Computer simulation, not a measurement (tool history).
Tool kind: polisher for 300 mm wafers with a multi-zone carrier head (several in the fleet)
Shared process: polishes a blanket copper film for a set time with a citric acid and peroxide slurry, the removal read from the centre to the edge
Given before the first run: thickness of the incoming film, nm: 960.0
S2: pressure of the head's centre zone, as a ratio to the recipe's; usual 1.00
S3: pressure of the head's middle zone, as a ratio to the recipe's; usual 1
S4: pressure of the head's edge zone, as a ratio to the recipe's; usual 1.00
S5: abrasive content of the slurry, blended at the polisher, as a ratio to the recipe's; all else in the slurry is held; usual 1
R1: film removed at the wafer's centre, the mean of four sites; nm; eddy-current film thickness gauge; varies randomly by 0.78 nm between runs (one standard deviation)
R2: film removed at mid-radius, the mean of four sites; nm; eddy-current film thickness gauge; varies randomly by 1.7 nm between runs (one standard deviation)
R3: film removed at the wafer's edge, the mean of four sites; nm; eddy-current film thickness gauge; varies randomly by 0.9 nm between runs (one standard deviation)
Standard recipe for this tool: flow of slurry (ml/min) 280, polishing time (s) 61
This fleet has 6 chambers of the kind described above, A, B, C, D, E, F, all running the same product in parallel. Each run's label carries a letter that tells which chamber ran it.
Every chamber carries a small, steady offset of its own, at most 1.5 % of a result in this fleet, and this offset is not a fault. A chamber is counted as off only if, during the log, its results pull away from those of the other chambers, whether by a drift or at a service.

Run 1E, hour 3.1: usual settings. Result: R1 115.45 nm, R2 117.61 nm, R3 115.07 nm.
At hour 3.3: chamber E: slurry nozzle cleaned.
Run 2D, hour 6.0: usual settings. Result: R1 117.46 nm, R2 119.05 nm, R3 115.94 nm.
Run 3A, hour 11.1: usual settings. Result: R1 117.64 nm, R2 118.97 nm, R3 115.49 nm.
Run 4F, hour 15.5: usual settings. Result: R1 116.43 nm, R2 114.87 nm, R3 114.56 nm.
Run 5C, hour 19.9: usual settings. Result: R1 115.96 nm, R2 113.89 nm, R3 117.72 nm.
Run 6B, hour 22.4: usual settings. Result: R1 116.51 nm, R2 112.08 nm, R3 116.47 nm.
At hour 24.5: chamber F: worn pad replaced by a new one.
Run 7E, hour 26.4: usual settings but S2 1.08. Result: R1 128.23 nm, R2 113.98 nm, R3 114.95 nm.
At hour 30.3: chamber E: worn pad replaced by a new one.
At hour 30.9: chamber C: worn pad replaced by a new one.
Run 8D, hour 30.9: usual settings but S2 1.08. Result: R1 128.02 nm, R2 118.18 nm, R3 116.39 nm.
Run 9B, hour 35.7: usual settings but S2 1.08. Result: R1 125.80 nm, R2 113.81 nm, R3 117.72 nm.
Run 10F, hour 39.3: usual settings but S2 1.08. Result: R1 126.17 nm, R2 119.26 nm, R3 116.47 nm.
Run 11A, hour 42.6: usual settings but S2 1.08. Result: R1 126.61 nm, R2 114.10 nm, R3 115.40 nm.
At hour 44.7: chamber C: slurry nozzle cleaned.
At hour 47.1: chamber B: worn pad replaced by a new one.
Run 12C, hour 47.5: usual settings but S2 1.08. Result: R1 125.74 nm, R2 115.48 nm, R3 117.13 nm.
At hour 49.1: chamber A: slurry nozzle cleaned.
Run 13C, hour 49.8: usual settings. Result: R1 116.09 nm, R2 115.32 nm, R3 116.28 nm.
At hour 51.8: chamber D: centre zone pressure recalibrated.
At hour 52.9: chamber D: slurry nozzle cleaned.
Run 14F, hour 53.2: usual settings. Result: R1 117.55 nm, R2 115.55 nm, R3 117.12 nm.
Run 15D, hour 56.3: usual settings. Result: R1 126.66 nm, R2 115.94 nm, R3 115.72 nm.
Run 16E, hour 60.0: usual settings. Result: R1 115.70 nm, R2 114.52 nm, R3 114.15 nm.
Run 17B, hour 62.6: usual settings. Result: R1 116.10 nm, R2 113.67 nm, R3 114.81 nm.
Run 18A, hour 65.6: usual settings but S4 1.07. Result: R1 117.10 nm, R2 117.97 nm, R3 122.07 nm.
At hour 69.1: chamber F: edge zone pressure recalibrated.
Run 19C, hour 70.5: usual settings but S4 1.07. Result: R1 115.98 nm, R2 121.42 nm, R3 122.93 nm.
At hour 70.7: chamber F: worn pad replaced by a new one.
Run 20E, hour 74.5: usual settings but S4 1.07. Result: R1 117.37 nm, R2 116.25 nm, R3 120.10 nm.
At hour 77.5: chamber C: centre zone pressure recalibrated.
At hour 78.0: chamber D: worn pad replaced by a new one.
At hour 78.0: chamber A: worn pad replaced by a new one.
Run 21D, hour 79.6: usual settings but S4 1.07. Result: R1 128.20 nm, R2 118.61 nm, R3 120.40 nm.
Run 22F, hour 83.5: usual settings but S4 1.07. Result: R1 117.06 nm, R2 115.01 nm, R3 121.33 nm.
Run 23B, hour 86.1: usual settings but S4 1.07. Result: R1 116.82 nm, R2 116.31 nm, R3 119.57 nm.
Run 24A, hour 89.5: usual settings. Result: R1 118.49 nm, R2 118.40 nm, R3 114.87 nm.
Run 25A, hour 93.7: usual settings. Result: R1 118.16 nm, R2 117.09 nm, R3 115.99 nm.
Run 26C, hour 98.1: usual settings. Result: R1 115.28 nm, R2 118.80 nm, R3 117.38 nm.
Run 27E, hour 102.2: usual settings. Result: R1 115.74 nm, R2 115.78 nm, R3 116.76 nm.
Run 28F, hour 106.3: usual settings. Result: R1 117.32 nm, R2 115.31 nm, R3 114.97 nm.
At hour 107.1: chamber B: worn pad replaced by a new one.
Run 29B, hour 108.8: usual settings. Result: R1 116.73 nm, R2 115.33 nm, R3 115.45 nm.
Run 30D, hour 111.1: usual settings. Result: R1 127.70 nm, R2 119.61 nm, R3 116.79 nm.
Run 31B, hour 115.6: usual settings. Result: R1 117.11 nm, R2 114.71 nm, R3 114.23 nm.
At hour 116.2: chamber C: edge zone pressure recalibrated.
Run 32A, hour 119.2: usual settings. Result: R1 118.55 nm, R2 120.21 nm, R3 116.41 nm.
At hour 121.7: chamber E: worn pad replaced by a new one.
Run 33D, hour 122.9: usual settings. Result: R1 127.89 nm, R2 119.50 nm, R3 116.79 nm.
Run 34E, hour 126.4: usual settings but polishing time (s) 70. Result: R1 134.87 nm, R2 139.75 nm, R3 132.36 nm.
At hour 127.5: chamber F: worn pad replaced by a new one.
Run 35C, hour 131.7: usual settings but polishing time (s) 70. Result: R1 132.76 nm, R2 133.66 nm, R3 133.85 nm.
Run 36F, hour 136.0: usual settings but polishing time (s) 70. Result: R1 134.41 nm, R2 131.57 nm, R3 133.31 nm.
Run 37E, hour 139.4: usual settings but polishing time (s) 70. Result: R1 133.92 nm, R2 134.25 nm, R3 133.02 nm.
Run 38D, hour 144.5: usual settings but polishing time (s) 70. Result: R1 146.95 nm, R2 139.20 nm, R3 134.61 nm.

Predict what each chamber gives when all 6 of them run the settings below next.
Run 39A, hour 148.3: usual settings. Result: R1 ?, R2 ?, R3 ?.
Run 39B, hour 148.3: usual settings. Result: R1 ?, R2 ?, R3 ?.
Run 39C, hour 148.3: usual settings. Result: R1 ?, R2 ?, R3 ?.
Run 39D, hour 148.3: usual settings. Result: R1 ?, R2 ?, R3 ?.
Run 39E, hour 148.3: usual settings. Result: R1 ?, R2 ?, R3 ?.
Run 39F, hour 148.3: usual settings. Result: R1 ?, R2 ?, R3 ?.

run      R1      R2      R3
39A  118.13  115.35  115.39
39B  116.86  116.82  115.58
39C  115.42  115.75  117.26
39D  128.55  118.50  117.35
39E  115.86  117.26  115.33
39F  116.68  118.25  116.80
